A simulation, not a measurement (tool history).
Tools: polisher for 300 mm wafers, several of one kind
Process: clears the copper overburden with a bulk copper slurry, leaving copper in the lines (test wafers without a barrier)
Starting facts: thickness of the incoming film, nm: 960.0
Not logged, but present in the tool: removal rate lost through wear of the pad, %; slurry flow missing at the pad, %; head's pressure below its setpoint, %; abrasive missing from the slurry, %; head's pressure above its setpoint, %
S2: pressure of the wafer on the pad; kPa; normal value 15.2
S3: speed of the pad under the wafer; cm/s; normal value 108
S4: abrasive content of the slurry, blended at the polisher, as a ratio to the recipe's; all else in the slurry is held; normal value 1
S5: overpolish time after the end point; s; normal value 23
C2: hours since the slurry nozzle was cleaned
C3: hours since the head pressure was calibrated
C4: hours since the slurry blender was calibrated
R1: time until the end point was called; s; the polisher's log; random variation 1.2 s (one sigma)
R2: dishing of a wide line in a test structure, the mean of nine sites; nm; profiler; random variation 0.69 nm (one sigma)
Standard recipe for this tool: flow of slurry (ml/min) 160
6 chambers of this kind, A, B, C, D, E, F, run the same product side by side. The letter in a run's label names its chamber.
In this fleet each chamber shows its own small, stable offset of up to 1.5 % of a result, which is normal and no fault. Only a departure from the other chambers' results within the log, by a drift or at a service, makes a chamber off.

{"run": "1F", "hour": 11.4, "flow of slurry (ml/min)": 160, "S2": 15.2, "S3": 108, "S4": 1, "S5": 23, "wafers polished on this pad": 450, "C2": 268, "C3": 316.5, "C4": 19.7, "R1": 130.83, "R2": 45.427}
{"hour": 16.4, "done": "chamber E: slurry blender recalibrated"}
{"run": "2D", "hour": 19.2, "flow of slurry (ml/min)": 160, "S2": 15.2, "S3": 108, "S4": 1, "S5": 23, "wafers polished on this pad": 923, "C2": 68.6, "C3": 803.6, "C4": 31.9, "R1": 130.56, "R2": 45.305}
{"hour": 28.3, "done": "chamber D: worn pad replaced by a new one"}
{"hour": 28.5, "done": "chamber F: slurry nozzle cleaned"}
{"run": "3C", "hour": 31.9, "flow of slurry (ml/min)": 160, "S2": 15.2, "S3": 108, "S4": 1, "S5": 23, "wafers polished on this pad": 314, "C2": 437.9, "C3": 296.6, "C4": 123, "R1": 130, "R2": 46.37}
{"hour": 34.2, "done": "chamber E: worn pad replaced by a new one"}
{"hour": 41.7, "done": "chamber B: worn pad replaced by a new one"}
{"run": "4B", "hour": 45.3, "flow of slurry (ml/min)": 160, "S2": 15.2, "S3": 108, "S4": 1, "S5": 23, "wafers polished on this pad": 30, "C2": 380.2, "C3": 307, "C4": 130.3, "R1": 132.24, "R2": 45.344}
{"hour": 58.3, "done": "chamber F: worn pad replaced by a new one"}
{"run": "5A", "hour": 58.5, "flow of slurry (ml/min)": 160, "S2": 15.2, "S3": 140, "S4": 1, "S5": 23, "wafers polished on this pad": 623, "C2": 368.2, "C3": 346.7, "C4": 288, "R1": 101.78, "R2": 47.199}
{"hour": 69.9, "done": "chamber B: slurry blender recalibrated"}
{"run": "6E", "hour": 72.1, "flow of slurry (ml/min)": 160, "S2": 15.2, "S3": 140, "S4": 1, "S5": 23, "wafers polished on this pad": 316, "C2": 255.3, "C3": 221.9, "C4": 55.8, "R1": 99.925, "R2": 47.794}
{"hour": 77.8, "done": "chamber E: slurry nozzle cleaned"}
{"run": "7C", "hour": 81.2, "flow of slurry (ml/min)": 160, "S2": 15.2, "S3": 140, "S4": 1, "S5": 23, "wafers polished on this pad": 725, "C2": 487.2, "C3": 345.9, "C4": 172.3, "R1": 101.67, "R2": 47.844}
{"run": "8B", "hour": 90.5, "flow of slurry (ml/min)": 160, "S2": 15.2, "S3": 140, "S4": 1, "S5": 23, "wafers polished on this pad": 407, "C2": 425.4, "C3": 352.2, "C4": 20.6, "R1": 101.72, "R2": 46.973}
{"hour": 95.2, "done": "chamber C: worn pad replaced by a new one"}
{"hour": 100.3, "done": "chamber C: slurry blender recalibrated"}
{"hour": 100.5, "done": "chamber B: slurry nozzle cleaned"}
{"run": "9F", "hour": 103.4, "flow of slurry (ml/min)": 160, "S2": 15.2, "S3": 140, "S4": 1, "S5": 23, "wafers polished on this pad": 376, "C2": 74.9, "C3": 408.5, "C4": 111.7, "R1": 101.48, "R2": 47.851}
{"hour": 106.8, "done": "chamber F: slurry blender recalibrated"}
{"run": "10A", "hour": 117.4, "flow of slurry (ml/min)": 160, "S2": 15.2, "S3": 140, "S4": 1, "S5": 23, "wafers polished on this pad": 1115, "C2": 427.1, "C3": 405.6, "C4": 346.9, "R1": 103.34, "R2": 46.553}
{"hour": 125.5, "done": "chamber A: worn pad replaced by a new one"}
{"run": "11E", "hour": 127.6, "flow of slurry (ml/min)": 160, "S2": 15.2, "S3": 108, "S4": 1, "S5": 23, "wafers polished on this pad": 780, "C2": 49.8, "C3": 277.4, "C4": 111.3, "R1": 128.95, "R2": 46.859}
{"hour": 129.0, "done": "chamber E: worn pad replaced by a new one"}
{"hour": 135.6, "done": "chamber B: worn pad replaced by a new one"}
{"run": "12D", "hour": 137.2, "flow of slurry (ml/min)": 160, "S2": 15.2, "S3": 108, "S4": 1, "S5": 23, "wafers polished on this pad": 909, "C2": 186.6, "C3": 921.6, "C4": 149.9, "R1": 128.89, "R2": 45.017}
{"hour": 141.7, "done": "chamber C: slurry nozzle cleaned"}
{"hour": 143.1, "done": "chamber E: slurry blender recalibrated"}
{"run": "13C", "hour": 147.9, "flow of slurry (ml/min)": 160, "S2": 15.2, "S3": 108, "S4": 1, "S5": 23, "wafers polished on this pad": 440, "C2": 6.3, "C3": 412.6, "C4": 47.7, "R1": 130.66, "R2": 45.829}
{"hour": 154.3, "done": "chamber F: worn pad replaced by a new one"}
{"run": "14A", "hour": 156.5, "flow of slurry (ml/min)": 160, "S2": 15.2, "S3": 108, "S4": 1, "S5": 23, "wafers polished on this pad": 259, "C2": 466.2, "C3": 444.7, "C4": 386, "R1": 134, "R2": 45.319}
{"hour": 169.2, "done": "chamber D: worn pad replaced by a new one"}
{"run": "15F", "hour": 169.2, "flow of slurry (ml/min)": 160, "S2": 15.2, "S3": 108, "S4": 1, "S5": 23, "wafers polished on this pad": 124, "C2": 140.7, "C3": 474.3, "C4": 62.4, "R1": 129.36, "R2": 45.924}
{"run": "16B", "hour": 181.9, "flow of slurry (ml/min)": 160, "S2": 15.2, "S3": 108, "S4": 1, "S5": 23, "wafers polished on this pad": 387, "C2": 81.4, "C3": 443.6, "C4": 112, "R1": 129.61, "R2": 46.055}
{"hour": 182.5, "done": "chamber C: worn pad replaced by a new one"}
{"run": "17D", "hour": 190.1, "flow of slurry (ml/min)": 160, "S2": 15.2, "S3": 108, "S4": 1, "S5": 23, "wafers polished on this pad": 174, "C2": 239.5, "C3": 974.5, "C4": 202.8, "R1": 130.13, "R2": 44.292}
{"run": "18E", "hour": 198.2, "flow of slurry (ml/min)": 160, "S2": 15.2, "S3": 144, "S4": 1, "S5": 23, "wafers polished on this pad": 577, "C2": 120.4, "C3": 348, "C4": 55.2, "R1": 97.362, "R2": 47.443}
{"hour": 199.6, "done": "chamber D: head pressure recalibrated"}
{"run": "19A", "hour": 209.2, "flow of slurry (ml/min)": 160, "S2": 15.2, "S3": 144, "S4": 1, "S5": 23, "wafers polished on this pad": 699, "C2": 518.9, "C3": 497.4, "C4": 438.7, "R1": 101.05, "R2": 46.853}
{"hour": 210.3, "done": "chamber A: slurry blender recalibrated"}
{"hour": 216.2, "done": "chamber B: slurry blender recalibrated"}
{"run": "20F", "hour": 217.9, "flow of slurry (ml/min)": 160, "S2": 15.2, "S3": 144, "S4": 1, "S5": 23, "wafers polished on this pad": 531, "C2": 189.4, "C3": 523, "C4": 111.1, "R1": 98.826, "R2": 46.681}
{"hour": 220.7, "done": "chamber B: worn pad replaced by a new one"}
{"hour": 223.2, "done": "chamber E: worn pad replaced by a new one"}
{"run": "21E", "hour": 225.4, "flow of slurry (ml/min)": 160, "S2": 15.2, "S3": 144, "S4": 1, "S5": 23, "wafers polished on this pad": 18, "C2": 147.6, "C3": 375.2, "C4": 82.4, "R1": 98.577, "R2": 46.6}
{"run": "22B", "hour": 232.8, "flow of slurry (ml/min)": 160, "S2": 15.2, "S3": 144, "S4": 1, "S5": 23, "wafers polished on this pad": 101, "C2": 132.3, "C3": 494.5, "C4": 16.7, "R1": 98.075, "R2": 48.486}
{"hour": 242.9, "done": "chamber E: slurry blender recalibrated"}
{"run": "23C", "hour": 243.1, "flow of slurry (ml/min)": 160, "S2": 15.2, "S3": 144, "S4": 1, "S5": 23, "wafers polished on this pad": 506, "C2": 101.5, "C3": 507.8, "C4": 142.9, "R1": 96.786, "R2": 48.516}
{"hour": 244.7, "done": "chamber F: worn pad replaced by a new one"}
{"hour": 246.4, "done": "chamber F: slurry blender recalibrated"}
{"hour": 251.1, "done": "chamber C: head pressure recalibrated"}
{"run": "24D", "hour": 257.1, "flow of slurry (ml/min)": 205, "S2": 15.2, "S3": 108, "S4": 1.25, "S5": 23, "wafers polished on this pad": 734, "C2": 306.5, "C3": 57.5, "C4": 269.8, "R1": 118.94, "R2": 46.341}
{"run": "25C", "hour": 263.4, "flow of slurry (ml/min)": 205, "S2": 15.2, "S3": 108, "S4": 1.25, "S5": 23, "wafers polished on this pad": 676, "C2": 121.8, "C3": 12.3, "C4": 163.2, "R1": 119.95, "R2": 46.341}
{"hour": 263.5, "done": "chamber A: worn pad replaced by a new one"}
{"hour": 266.0, "done": "chamber C: worn pad replaced by a new one"}
{"hour": 267.0, "done": "chamber D: slurry blender recalibrated"}
{"hour": 267.3, "done": "chamber F: slurry nozzle cleaned"}
{"run": "26B", "hour": 276.3, "flow of slurry (ml/min)": 205, "S2": 15.2, "S3": 108, "S4": 1.25, "S5": 23, "wafers polished on this pad": 464, "C2": 175.8, "C3": 538, "C4": 60.2, "R1": 120.31, "R2": 46.108}
{"run": "27E", "hour": 282.6, "flow of slurry (ml/min)": 205, "S2": 15.2, "S3": 108, "S4": 1.25, "S5": 23, "wafers polished on this pad": 496, "C2": 204.8, "C3": 432.4, "C4": 39.8, "R1": 119.54, "R2": 47.082}
{"hour": 291.7, "done": "chamber D: worn pad replaced by a new one"}
{"run": "28A", "hour": 295.2, "flow of slurry (ml/min)": 205, "S2": 15.2, "S3": 108, "S4": 1.25, "S5": 23, "wafers polished on this pad": 265, "C2": 604.9, "C3": 583.4, "C4": 85, "R1": 123.85, "R2": 45.318}
{"hour": 301.2, "done": "chamber B: worn pad replaced by a new one"}
{"hour": 302.9, "done": "chamber C: slurry blender recalibrated"}
{"run": "29F", "hour": 309.0, "flow of slurry (ml/min)": 205, "S2": 15.2, "S3": 108, "S4": 1.25, "S5": 23, "wafers polished on this pad": 537, "C2": 41.8, "C3": 614.1, "C4": 62.6, "R1": 122.89, "R2": 46.168}
{"run": "30D", "hour": 321.9, "flow of slurry (ml/min)": 160, "S2": 15.2, "S3": 108, "S4": 1, "S5": 23, "wafers polished on this pad": 252, "C2": 371.3, "C3": 122.3, "C4": 55, "R1": 130.29, "R2": 45.087}
{"hour": 322.1, "done": "chamber E: worn pad replaced by a new one"}
{"run": "31E", "hour": 330.4, "flow of slurry (ml/min)": 160, "S2": 15.2, "S3": 108, "S4": 1, "S5": 23, "wafers polished on this pad": 70, "C2": 252.6, "C3": 480.2, "C4": 87.6, "R1": 130.06, "R2": 46.275}
{"hour": 332.4, "done": "chamber F: worn pad replaced by a new one"}
{"run": "32B", "hour": 338.9, "flow of slurry (ml/min)": 160, "S2": 15.2, "S3": 108, "S4": 1, "S5": 23, "wafers polished on this pad": 315, "C2": 238.4, "C3": 600.6, "C4": 122.8, "R1": 129.14, "R2": 45.22}
{"run": "33C", "hour": 347.2, "flow of slurry (ml/min)": 160, "S2": 15.2, "S3": 108, "S4": 1, "S5": 23, "wafers polished on this pad": 678, "C2": 205.6, "C3": 96.1, "C4": 44.4, "R1": 130.43, "R2": 45.865}
{"hour": 358.5, "done": "chamber D: slurry nozzle cleaned"}
{"hour": 358.5, "done": "chamber E: slurry blender recalibrated"}
{"hour": 358.5, "done": "chamber C: worn pad replaced by a new one"}
{"run": "34A", "hour": 361.5, "flow of slurry (ml/min)": 160, "S2": 15.2, "S3": 108, "S4": 1, "S5": 23, "wafers polished on this pad": 818, "C2": 671.2, "C3": 649.7, "C4": 151.3, "R1": 140.27, "R2": 44.244}
{"hour": 362.2, "done": "chamber A: slurry nozzle cleaned"}
{"hour": 368.6, "done": "chamber F: slurry blender recalibrated"}
{"run": "35D", "hour": 374.3, "flow of slurry (ml/min)": 160, "S2": 15.2, "S3": 108, "S4": 1, "S5": 23, "wafers polished on this pad": 690, "C2": 15.9, "C3": 174.7, "C4": 107.4, "R1": 134.32, "R2": 45.367}
{"hour": 379.7, "done": "chamber B: slurry blender recalibrated"}
{"hour": 380.0, "done": "chamber A: worn pad replaced by a new one"}
{"run": "36F", "hour": 380.6, "flow of slurry (ml/min)": 160, "S2": 15.2, "S3": 108, "S4": 1, "S5": 23, "wafers polished on this pad": 403, "C2": 113.4, "C3": 685.7, "C4": 12.1, "R1": 132.45, "R2": 45.524}
{"hour": 388.8, "done": "chamber B: worn pad replaced by a new one"}
{"run": "37E", "hour": 393.6, "flow of slurry (ml/min)": 160, "S2": 15.2, "S3": 108, "S4": 1, "S5": 23, "wafers polished on this pad": 597, "C2": 315.8, "C3": 543.4, "C4": 35.2, "R1": 130.28, "R2": 45.911}
{"run": "38B", "hour": 405.8, "flow of slurry (ml/min)": 160, "S2": 15.2, "S3": 108, "S4": 1, "S5": 23, "wafers polished on this pad": 141, "C2": 305.3, "C3": 667.5, "C4": 26.2, "R1": 130.71, "R2": 46.495}
{"hour": 411.6, "done": "chamber F: worn pad replaced by a new one"}
{"run": "39D", "hour": 417.3, "flow of slurry (ml/min)": 160, "S2": 20, "S3": 108, "S4": 1, "S5": 13, "wafers polished on this pad": 1048, "C2": 58.9, "C3": 217.7, "C4": 150.4, "R1": 100.48, "R2": 43.739}
{"hour": 419.9, "done": "chamber E: slurry nozzle cleaned"}
{"run": "40F", "hour": 423.9, "flow of slurry (ml/min)": 160, "S2": 20, "S3": 108, "S4": 1, "S5": 13, "wafers polished on this pad": 103, "C2": 156.7, "C3": 729, "C4": 55.4, "R1": 99.506, "R2": 43.99}
{"hour": 425.8, "done": "chamber E: worn pad replaced by a new one"}
{"run": "41C", "hour": 434.5, "flow of slurry (ml/min)": 160, "S2": 20, "S3": 108, "S4": 1, "S5": 13, "wafers polished on this pad": 634, "C2": 292.9, "C3": 183.4, "C4": 131.7, "R1": 98.752, "R2": 43.474}
{"run": "42A", "hour": 443.6, "flow of slurry (ml/min)": 160, "S2": 20, "S3": 108, "S4": 1, "S5": 13, "wafers polished on this pad": 531, "C2": 81.4, "C3": 731.8, "C4": 233.4, "R1": 104.77, "R2": 43.901}
{"run": "43F", "hour": 450.8, "flow of slurry (ml/min)": 160, "S2": 20, "S3": 108, "S4": 1, "S5": 13, "wafers polished on this pad": 327, "C2": 183.6, "C3": 755.9, "C4": 82.3, "R1": 100.98, "R2": 43.443}
{"hour": 459.1, "done": "chamber E: slurry blender recalibrated"}
{"run": "44E", "hour": 460.0, "flow of slurry (ml/min)": 160, "S2": 20, "S3": 108, "S4": 1, "S5": 13, "wafers polished on this pad": 286, "C2": 40.1, "C3": 609.8, "C4": 0.9, "R1": 99.205, "R2": 45.081}

Each of the 6 chambers runs these same settings next. Fill in every chamber's results:
{"run": "45A", "hour": 470.2, "flow of slurry (ml/min)": 160, "S2": 15.2, "S3": 108, "S4": 1, "S5": 23, "R1": "?", "R2": "?"}
{"run": "45B", "hour": 470.2, "flow of slurry (ml/min)": 160, "S2": 15.2, "S3": 108, "S4": 1, "S5": 23, "R1": "?", "R2": "?"}
{"run": "45C", "hour": 470.2, "flow of slurry (ml/min)": 160, "S2": 15.2, "S3": 108, "S4": 1, "S5": 23, "R1": "?", "R2": "?"}
{"run": "45D", "hour": 470.2, "flow of slurry (ml/min)": 160, "S2": 15.2, "S3": 108, "S4": 1, "S5": 23, "R1": "?", "R2": "?"}
{"run": "45E", "hour": 470.2, "flow of slurry (ml/min)": 160, "S2": 15.2, "S3": 108, "S4": 1, "S5": 23, "R1": "?", "R2": "?"}
{"run": "45F", "hour": 470.2, "flow of slurry (ml/min)": 160, "S2": 15.2, "S3": 108, "S4": 1, "S5": 23, "R1": "?", "R2": "?"}

run=45A R1=139.8 R2=44.148
run=45B R1=130.23 R2=46.219
run=45C R1=132.67 R2=46.022
run=45D R1=130.41 R2=44.918
run=45E R1=131.35 R2=46.11
run=45F R1=129.71 R2=44.879
